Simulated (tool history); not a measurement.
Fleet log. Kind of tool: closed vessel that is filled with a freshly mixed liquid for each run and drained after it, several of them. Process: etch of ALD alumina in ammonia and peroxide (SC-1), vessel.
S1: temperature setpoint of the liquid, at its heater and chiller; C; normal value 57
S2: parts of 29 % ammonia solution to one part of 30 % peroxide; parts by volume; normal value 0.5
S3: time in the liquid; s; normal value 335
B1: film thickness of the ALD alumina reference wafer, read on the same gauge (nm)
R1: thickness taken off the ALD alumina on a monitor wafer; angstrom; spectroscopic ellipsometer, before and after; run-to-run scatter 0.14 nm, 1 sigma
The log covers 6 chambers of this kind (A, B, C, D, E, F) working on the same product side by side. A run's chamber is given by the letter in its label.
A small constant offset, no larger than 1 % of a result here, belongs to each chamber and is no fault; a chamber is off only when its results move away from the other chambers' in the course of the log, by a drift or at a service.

Run 1B, hour 6.7: usual settings; B1 50.001. Result: R1 296.46 angstrom.
Run 2D, hour 19.7: usual settings; B1 49.995. Result: R1 298.55 angstrom.
At hour 24.6: chamber C: ammonia flow meter replaced.
Run 3E, hour 32.4: usual settings; B1 49.957. Result: R1 297.06 angstrom.
Run 4C, hour 43: usual settings; B1 49.979. Result: R1 294.59 angstrom.
Run 5F, hour 54.6: usual settings but S1 64.5 C; B1 49.978. Result: R1 432.31 angstrom.
Run 6A, hour 61.5: usual settings but S1 64.5 C; B1 49.982. Result: R1 431.81 angstrom.
Run 7C, hour 68.4: usual settings but S1 64.5 C; B1 50.004. Result: R1 431.82 angstrom.
Run 8E, hour 74.7: usual settings but S1 64.5 C; B1 49.983. Result: R1 438.98 angstrom.
Run 9F, hour 83.7: usual settings but S1 64.5 C; B1 50.008. Result: R1 436.35 angstrom.
Run 10B, hour 93.1: usual settings but S1 64.5 C; B1 50.005. Result: R1 430.23 angstrom.
Run 11D, hour 105.5: usual settings; B1 49.997. Result: R1 298.93 angstrom.
Run 12A, hour 117.9: usual settings; B1 49.959. Result: R1 294.96 angstrom.
Run 13B, hour 124.1: usual settings; B1 49.965. Result: R1 292.63 angstrom.
Run 14E, hour 134.2: usual settings; B1 50.009. Result: R1 296.98 angstrom.
At hour 137.5: chamber D: ammonia flow meter replaced.
Run 15C, hour 140.1: usual settings; B1 50.011. Result: R1 296.54 angstrom.
Run 16A, hour 149.5: usual settings; B1 49.971. Result: R1 295.35 angstrom.
At hour 152: chamber C: new drum of ammonia solution connected.
At hour 152.9: chamber B: ammonia flow meter replaced.
At hour 155.3: chamber C: thermometer replaced.
Run 17D, hour 155.7: usual settings; B1 50.004. Result: R1 296.73 angstrom.
Run 18F, hour 163.7: usual settings but S1 52 C, S2 0.6 parts by volume; B1 50.021. Result: R1 229.36 angstrom.
Run 19A, hour 176.3: usual settings but S1 52 C, S2 0.6 parts by volume; B1 49.982. Result: R1 231.05 angstrom.
Run 20C, hour 185.7: usual settings but S1 52 C, S2 0.6 parts by volume; B1 50.03. Result: R1 230.79 angstrom.
At hour 193.7: chamber B: thermometer replaced.
Run 21E, hour 195.5: usual settings but S1 52 C, S2 0.6 parts by volume; B1 50.026. Result: R1 234.27 angstrom.
Run 22D, hour 207.3: usual settings but S1 52 C, S2 0.6 parts by volume; B1 50.002. Result: R1 233.42 angstrom.
At hour 211.7: chamber E: thermometer replaced.
Run 23B, hour 220.3: usual settings but S1 52 C, S2 0.6 parts by volume; B1 49.992. Result: R1 229.78 angstrom.
Run 24F, hour 232.9: usual settings; B1 50.005. Result: R1 294.27 angstrom.
At hour 240.4: chamber A: new drum of ammonia solution connected.
Run 25C, hour 245.1: usual settings; B1 50.075. Result: R1 296.84 angstrom.
Run 26A, hour 253.1: usual settings; B1 49.981. Result: R1 297.49 angstrom.
Run 27B, hour 261.9: usual settings; B1 49.951. Result: R1 294.29 angstrom.
Run 28D, hour 274.9: usual settings; B1 49.944. Result: R1 301.37 angstrom.
Run 29E, hour 284.2: usual settings; B1 49.996. Result: R1 296.47 angstrom.
Run 30F, hour 290.2: usual settings but S1 51.5 C; B1 49.995. Result: R1 219.71 angstrom.
Run 31C, hour 302.4: usual settings but S1 51.5 C; B1 50.017. Result: R1 222.09 angstrom.
Run 32D, hour 312.3: usual settings but S1 51.5 C; B1 50.017. Result: R1 222.34 angstrom.
Run 33F, hour 325.9: usual settings but S1 51.5 C; B1 50.039. Result: R1 219.7 angstrom.
Run 34A, hour 337.9: usual settings but S1 51.5 C; B1 50.01. Result: R1 219.52 angstrom.
Run 35E, hour 350.4: usual settings but S1 51.5 C; B1 50.048. Result: R1 223.01 angstrom.
Run 36B, hour 356.8: usual settings; B1 49.967. Result: R1 294.93 angstrom.
At hour 368.7: chamber B: new drum of ammonia solution connected.
Run 37F, hour 370.1: usual settings but S3 220 s; B1 50.035. Result: R1 192.41 angstrom.
Run 38A, hour 382.8: usual settings but S3 220 s; B1 49.967. Result: R1 193.55 angstrom.
Run 39C, hour 395.4: usual settings but S3 220 s; B1 49.982. Result: R1 193.5 angstrom.
Run 40E, hour 403.8: usual settings but S3 220 s; B1 49.984. Result: R1 196.19 angstrom.
Run 41D, hour 413.7: usual settings but S3 220 s; B1 49.996. Result: R1 196.67 angstrom.
Run 42B, hour 420.3: usual settings but S3 220 s; B1 49.984. Result: R1 193.67 angstrom.
Run 43F, hour 428.5: usual settings; B1 49.999. Result: R1 294.43 angstrom.
Run 44E, hour 441.4: usual settings but S2 0.7 parts by volume; B1 50.014. Result: R1 309.25 angstrom.

Next, all 6 chambers run the settings below, one line each with question marks for the results. What does each chamber give?
Run 45A, hour 451.2: usual settings. Result: R1 ?.
Run 45B, hour 451.2: usual settings. Result: R1 ?.
Run 45C, hour 451.2: usual settings. Result: R1 ?.
Run 45D, hour 451.2: usual settings. Result: R1 ?.
Run 45E, hour 451.2: usual settings. Result: R1 ?.
Run 45F, hour 451.2: usual settings. Result: R1 ?.

run      R1
45A  295.66
45B  294.79
45C  296.16
45D  298.65
45E  295.84
45F   295.7
